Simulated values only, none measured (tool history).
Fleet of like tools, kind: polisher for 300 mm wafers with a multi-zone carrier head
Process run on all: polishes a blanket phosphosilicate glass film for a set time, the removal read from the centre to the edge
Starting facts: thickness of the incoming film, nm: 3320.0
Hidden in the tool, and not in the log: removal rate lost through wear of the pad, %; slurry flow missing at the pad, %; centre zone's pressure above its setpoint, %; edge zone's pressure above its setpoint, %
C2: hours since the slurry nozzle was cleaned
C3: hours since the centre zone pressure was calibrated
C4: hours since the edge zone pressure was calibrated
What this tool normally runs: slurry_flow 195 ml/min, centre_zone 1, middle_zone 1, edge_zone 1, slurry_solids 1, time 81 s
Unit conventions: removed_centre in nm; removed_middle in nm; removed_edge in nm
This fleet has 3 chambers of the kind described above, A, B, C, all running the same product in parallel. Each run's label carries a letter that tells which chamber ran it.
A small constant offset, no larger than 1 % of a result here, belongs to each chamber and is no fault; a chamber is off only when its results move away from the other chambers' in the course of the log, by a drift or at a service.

run 1A hour=12.6 | slurry_flow=195 centre_zone=1 middle_zone=1 edge_zone=1 slurry_solids=1 time=81 | wafers_polished_on_this_pad=677 C2=502.4 C3=291.6 C4=767.9 | removed_centre=488.97 removed_middle=480.63 removed_edge=483.88
-- hour=22.2 chamber B: worn pad replaced by a new one
run 2B hour=26.6 | slurry_flow=195 centre_zone=1 middle_zone=1 edge_zone=1 slurry_solids=1 time=81 | wafers_polished_on_this_pad=37 C2=95.1 C3=26.8 C4=303.1 | removed_centre=494.25 removed_middle=484.6 removed_edge=471.81
-- hour=34 chamber C: edge zone pressure recalibrated
run 3C hour=35.6 | slurry_flow=195 centre_zone=1 middle_zone=1 edge_zone=1 slurry_solids=1 time=81 | wafers_polished_on_this_pad=712 C2=292.4 C3=243.6 C4=1.6 | removed_centre=487.68 removed_middle=490.04 removed_edge=492.37
run 4A hour=49.9 | slurry_flow=195 centre_zone=1 middle_zone=1 edge_zone=1 slurry_solids=1 time=81 | wafers_polished_on_this_pad=988 C2=539.7 C3=328.9 C4=805.2 | removed_centre=472.39 removed_middle=484.48 removed_edge=479.8
-- hour=53.1 chamber A: worn pad replaced by a new one
run 5C hour=62.4 | slurry_flow=195 centre_zone=1 middle_zone=1 edge_zone=1 slurry_solids=1 time=81 | wafers_polished_on_this_pad=935 C2=319.2 C3=270.4 C4=28.4 | removed_centre=485.57 removed_middle=484.38 removed_edge=495.17
run 6B hour=77 | slurry_flow=195 centre_zone=1 middle_zone=1 edge_zone=1 slurry_solids=1 time=81 | wafers_polished_on_this_pad=456 C2=145.5 C3=77.2 C4=353.5 | removed_centre=501.99 removed_middle=479.74 removed_edge=483.7
run 7B hour=88.3 | slurry_flow=195 centre_zone=1 middle_zone=1 edge_zone=1 slurry_solids=1 time=81 | wafers_polished_on_this_pad=550 C2=156.8 C3=88.5 C4=364.8 | removed_centre=482.84 removed_middle=492.04 removed_edge=485.59
run 8A hour=97.4 | slurry_flow=195 centre_zone=1 middle_zone=1 edge_zone=1 slurry_solids=1 time=81 | wafers_polished_on_this_pad=369 C2=587.2 C3=376.4 C4=852.7 | removed_centre=481.99 removed_middle=473.67 removed_edge=473.83
run 9C hour=108.7 | slurry_flow=195 centre_zone=1 middle_zone=1 edge_zone=1 slurry_solids=1 time=81 | wafers_polished_on_this_pad=1320 C2=365.5 C3=316.7 C4=74.7 | removed_centre=485.78 removed_middle=485.36 removed_edge=495.73
-- hour=118.7 chamber C: worn pad replaced by a new one
run 10A hour=121.6 | slurry_flow=195 centre_zone=1 middle_zone=1 edge_zone=1 slurry_solids=1 time=81 | wafers_polished_on_this_pad=571 C2=611.4 C3=400.6 C4=876.9 | removed_centre=496.92 removed_middle=478.55 removed_edge=487.19
run 11C hour=129.8 | slurry_flow=195 centre_zone=1 middle_zone=1 edge_zone=1 slurry_solids=1 time=81 | wafers_polished_on_this_pad=93 C2=386.6 C3=337.8 C4=95.8 | removed_centre=495.19 removed_middle=495.85 removed_edge=480.87
run 12B hour=141.9 | slurry_flow=195 centre_zone=1 middle_zone=1 edge_zone=1 slurry_solids=1 time=81 | wafers_polished_on_this_pad=997 C2=210.4 C3=142.1 C4=418.4 | removed_centre=490.86 removed_middle=486.2 removed_edge=489.69
-- hour=150.2 chamber B: worn pad replaced by a new one
-- hour=152.3 chamber C: centre zone pressure recalibrated
run 13B hour=153.6 | slurry_flow=195 centre_zone=1 middle_zone=1 edge_zone=1 slurry_solids=1 time=81 | wafers_polished_on_this_pad=28 C2=222.1 C3=153.8 C4=430.1 | removed_centre=481.95 removed_middle=491.69 removed_edge=483.11
run 14A hour=163.1 | slurry_flow=195 centre_zone=1 middle_zone=1 edge_zone=1 slurry_solids=1 time=81 | wafers_polished_on_this_pad=916 C2=652.9 C3=442.1 C4=918.4 | removed_centre=503.43 removed_middle=483.6 removed_edge=485
-- hour=163.2 chamber A: worn pad replaced by a new one
run 15C hour=170.4 | slurry_flow=195 centre_zone=1 middle_zone=1 edge_zone=1 slurry_solids=1 time=81 | wafers_polished_on_this_pad=431 C2=427.2 C3=18.1 C4=136.4 | removed_centre=487.2 removed_middle=488.63 removed_edge=494.4
run 16B hour=181.6 | slurry_flow=195 centre_zone=1 middle_zone=1 edge_zone=1 slurry_solids=1 time=81 | wafers_polished_on_this_pad=261 C2=250.1 C3=181.8 C4=458.1 | removed_centre=486.02 removed_middle=485.54 removed_edge=480.51
run 17C hour=194.3 | slurry_flow=195 centre_zone=1 middle_zone=1 edge_zone=1 slurry_solids=1 time=81 | wafers_polished_on_this_pad=630 C2=451.1 C3=42 C4=160.3 | removed_centre=486.92 removed_middle=496.99 removed_edge=500.86
run 18A hour=203.8 | slurry_flow=195 centre_zone=1 middle_zone=1 edge_zone=1 slurry_solids=1 time=81 | wafers_polished_on_this_pad=338 C2=693.6 C3=482.8 C4=959.1 | removed_centre=506.26 removed_middle=480.24 removed_edge=488.12
run 19C hour=215.5 | slurry_flow=195 centre_zone=1 middle_zone=1 edge_zone=1 slurry_solids=1 time=81 | wafers_polished_on_this_pad=806 C2=472.3 C3=63.2 C4=181.5 | removed_centre=489.41 removed_middle=492.26 removed_edge=487.13
-- hour=217.2 chamber A: edge zone pressure recalibrated
run 20B hour=224.2 | slurry_flow=195 centre_zone=1 middle_zone=1 edge_zone=1 slurry_solids=1 time=81 | wafers_polished_on_this_pad=616 C2=292.7 C3=224.4 C4=500.7 | removed_centre=485.16 removed_middle=484.39 removed_edge=485.16
-- hour=229.6 chamber B: slurry nozzle cleaned
run 21A hour=238 | slurry_flow=195 centre_zone=1 middle_zone=1 edge_zone=1 slurry_solids=1 time=81 | wafers_polished_on_this_pad=623 C2=727.8 C3=517 C4=20.8 | removed_centre=510.82 removed_middle=478.8 removed_edge=482.59
run 22B hour=251.6 | slurry_flow=195 centre_zone=1 middle_zone=1 edge_zone=1 slurry_solids=1 time=81 | wafers_polished_on_this_pad=844 C2=22.1 C3=251.8 C4=528.1 | removed_centre=494.54 removed_middle=481.96 removed_edge=474.72
run 23C hour=266 | slurry_flow=195 centre_zone=1 middle_zone=1 edge_zone=1 slurry_solids=1 time=81 | wafers_polished_on_this_pad=1227 C2=522.8 C3=113.7 C4=232 | removed_centre=481.78 removed_middle=492.1 removed_edge=483.7
-- hour=268.3 chamber A: slurry nozzle cleaned
-- hour=272.9 chamber A: worn pad replaced by a new one
run 24A hour=273.1 | slurry_flow=195 centre_zone=1 middle_zone=1 edge_zone=1 slurry_solids=1 time=56 | wafers_polished_on_this_pad=1 C2=4.9 C3=552.1 C4=55.9 | removed_centre=361.63 removed_middle=332.03 removed_edge=332.97
-- hour=277 chamber B: worn pad replaced by a new one
run 25A hour=287.1 | slurry_flow=195 centre_zone=1 middle_zone=1 edge_zone=1 slurry_solids=1 time=56 | wafers_polished_on_this_pad=118 C2=18.9 C3=566.1 C4=69.9 | removed_centre=366.28 removed_middle=335.75 removed_edge=326.9
run 26C hour=301.6 | slurry_flow=195 centre_zone=1 middle_zone=1 edge_zone=1 slurry_solids=1 time=56 | wafers_polished_on_this_pad=1524 C2=558.4 C3=149.3 C4=267.6 | removed_centre=338.01 removed_middle=340 removed_edge=332.19
-- hour=304.2 chamber C: worn pad replaced by a new one
run 27B hour=315.8 | slurry_flow=195 centre_zone=1 middle_zone=1 edge_zone=1 slurry_solids=1 time=106 | wafers_polished_on_this_pad=323 C2=86.3 C3=316 C4=592.3 | removed_centre=639.03 removed_middle=641.26 removed_edge=621.86
run 28A hour=323.7 | slurry_flow=195 centre_zone=1 middle_zone=1 edge_zone=1 slurry_solids=1 time=106 | wafers_polished_on_this_pad=423 C2=55.5 C3=602.7 C4=106.5 | removed_centre=687.89 removed_middle=632.06 removed_edge=643.01
run 29C hour=337.4 | slurry_flow=195 centre_zone=1 middle_zone=1 edge_zone=1 slurry_solids=1 time=106 | wafers_polished_on_this_pad=277 C2=594.2 C3=185.1 C4=303.4 | removed_centre=635.86 removed_middle=633.41 removed_edge=632.05
run 30B hour=351.4 | slurry_flow=195 centre_zone=1 middle_zone=1 edge_zone=1 slurry_solids=1.15 time=81 | wafers_polished_on_this_pad=619 C2=121.9 C3=351.6 C4=627.9 | removed_centre=509.48 removed_middle=511.19 removed_edge=515.75
run 31C hour=363.1 | slurry_flow=195 centre_zone=1 middle_zone=1 edge_zone=1 slurry_solids=1.15 time=81 | wafers_polished_on_this_pad=491 C2=619.9 C3=210.8 C4=329.1 | removed_centre=518.97 removed_middle=521.71 removed_edge=519.55

Predict what each chamber gives when all 3 of them run the settings below next.
run 32A hour=373.6 | slurry_flow=195 centre_zone=1 middle_zone=0.92 edge_zone=1 slurry_solids=1 time=81 | removed_centre=? removed_middle=? removed_edge=?
run 32B hour=373.6 | slurry_flow=195 centre_zone=1 middle_zone=0.92 edge_zone=1 slurry_solids=1 time=81 | removed_centre=? removed_middle=? removed_edge=?
run 32C hour=373.6 | slurry_flow=195 centre_zone=1 middle_zone=0.92 edge_zone=1 slurry_solids=1 time=81 | removed_centre=? removed_middle=? removed_edge=?

run=32A removed_centre=535.87 removed_middle=453.16 removed_edge=486.72
run=32B removed_centre=476.33 removed_middle=450.34 removed_edge=478.24
run=32C removed_centre=493.37 removed_middle=454.41 removed_edge=493.32
